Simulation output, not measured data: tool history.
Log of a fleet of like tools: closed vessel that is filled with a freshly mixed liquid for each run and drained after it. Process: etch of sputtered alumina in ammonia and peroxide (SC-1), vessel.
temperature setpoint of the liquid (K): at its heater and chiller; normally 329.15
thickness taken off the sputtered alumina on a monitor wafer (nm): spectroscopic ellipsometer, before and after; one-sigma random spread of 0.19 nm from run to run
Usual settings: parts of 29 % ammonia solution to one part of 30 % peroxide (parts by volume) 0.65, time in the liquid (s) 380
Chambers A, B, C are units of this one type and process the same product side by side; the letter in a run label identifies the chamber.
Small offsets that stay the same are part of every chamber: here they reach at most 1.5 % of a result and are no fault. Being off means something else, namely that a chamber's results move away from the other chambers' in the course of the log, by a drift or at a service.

run	hour	temperature setpoint of the liquid (K)	parts of 29 % ammonia solution to one part of 30 % peroxide (parts by volume)	time in the liquid (s)	hours since the thermometer was replaced	hours since the ammonia flow meter was replaced	hours since the drum of ammonia solution was connected	read-back film thickness of the sputtered alumina reference wafer, read on the same gauge (nm)	thickness taken off the sputtered alumina on a monitor wafer (nm)
1C	10.3	329.15	0.65	380	483.4	1598.4	129.5	130.02	20.525
2B	20.5	329.15	0.65	380	1524.5	294.9	187	130.02	21.226
# hour 27.6: chamber B: new drum of ammonia solution connected
3A	31.5	329.15	0.65	380	123.8	2462.9	338.2	129.97	20.424
# hour 33.7: chamber C: ammonia flow meter replaced
4A	44.8	329.15	0.65	380	137.1	2476.2	351.5	130.01	20.632
5B	55.3	329.15	0.65	380	1559.3	329.7	27.8	130	21.126
6C	61.8	329.15	0.65	380	534.9	28.2	181	129.99	20.759
7A	72.1	329.15	0.65	380	164.4	2503.5	378.8	130.02	20.758
8B	79.9	329.15	0.65	380	1583.9	354.3	52.4	130.02	20.876
9C	87.8	329.15	0.65	380	560.9	54.2	207	130.01	20.673
10A	98	329.15	0.65	380	190.3	2529.4	404.7	129.99	20.595
11B	106.9	329.15	0.65	380	1610.9	381.3	79.4	130.02	21.057
12C	120.3	329.15	0.65	380	593.4	86.7	239.5	130.03	20.55
13C	127.1	329.15	0.5	185	600.2	93.5	246.3	130	9.8306
14A	139.3	329.15	0.5	185	231.6	2570.7	446	130	9.8207
15B	150.1	329.15	0.5	185	1654.1	424.5	122.6	130	10.03
16B	159.7	329.15	0.65	380	1663.7	434.1	132.2	129.98	21.271
17A	171	329.15	0.65	380	263.3	2602.4	477.7	130.01	20.906
18C	183.3	329.15	0.65	380	656.4	149.7	302.5	130.02	20.825
19C	196.8	329.15	0.65	380	669.9	163.2	316	129.96	20.342
20A	210.4	329.15	0.65	380	302.7	2641.8	517.1	129.97	20.211
21B	221.9	329.15	0.65	380	1725.9	496.3	194.4	129.99	21.284
22A	232.4	329.15	0.65	380	324.7	2663.8	539.1	130.02	20.325
23C	244.4	329.15	0.65	380	717.5	210.8	363.6	129.97	20.411
# hour 251.3: chamber B: new drum of ammonia solution connected
24B	252.8	329.15	0.65	380	1756.8	527.2	1.5	130	20.941
# hour 258.3: chamber A: ammonia flow meter replaced
25B	260.7	329.15	0.65	380	1764.7	535.1	9.4	130.01	21.132
26C	274.1	329.15	0.65	245	747.2	240.5	393.3	129.99	12.975
27A	284.6	329.15	0.65	245	376.9	26.3	591.3	130.02	13.47
28A	292	329.15	0.65	245	384.3	33.7	598.7	130	13.514
29B	300.2	329.15	0.65	380	1804.2	574.6	48.9	129.99	21.225
30C	314.5	329.15	0.65	380	787.6	280.9	433.7	129.98	19.882
31B	320.8	329.15	0.65	380	1824.8	595.2	69.5	130.01	21.015
32A	329.3	329.15	0.65	380	421.6	71	636	129.99	20.257
33C	335.7	329.15	0.65	380	808.8	302.1	454.9	130.01	19.792
# hour 341.4: chamber B: thermometer replaced
34B	344.9	329.15	0.65	380	3.5	619.3	93.6	130.01	21.084
35A	354.8	325.15	0.65	235	447.1	96.5	661.5	129.99	10.23
36C	368.6	325.15	0.65	235	841.7	335	487.8	129.98	9.7707
# hour 376.6: chamber B: ammonia flow meter replaced
37B	381.9	325.15	0.65	235	40.5	5.4	130.6	130	10.59
38C	391	329.15	0.65	380	864.1	357.4	510.2	130.03	19.556
# hour 395.7: chamber A: new drum of ammonia solution connected
39A	401.1	329.15	0.65	380	493.4	142.8	5.4	130.03	20.496
40C	414.4	329.15	0.65	380	887.5	380.8	533.6	130.03	19.471
41B	421.5	329.15	0.65	380	80.1	45	170.2	130.02	21.222
42A	434.2	329.15	0.65	380	526.5	175.9	38.5	129.96	20.895
43B	441.7	329.15	0.65	380	100.3	65.2	190.4	129.99	21.075
44A	455	329.15	0.65	380	547.3	196.7	59.3	130.03	20.858

For the next run the whole fleet of 3 chambers uses the same settings. Give each chamber's results:
45A	465.3	329.15	0.65	380					?
45B	465.3	329.15	0.65	380					?
45C	465.3	329.15	0.65	380					?

run	thickness taken off the sputtered alumina on a monitor wafer (nm)
45A	20.682
45B	21.143
45C	19.251
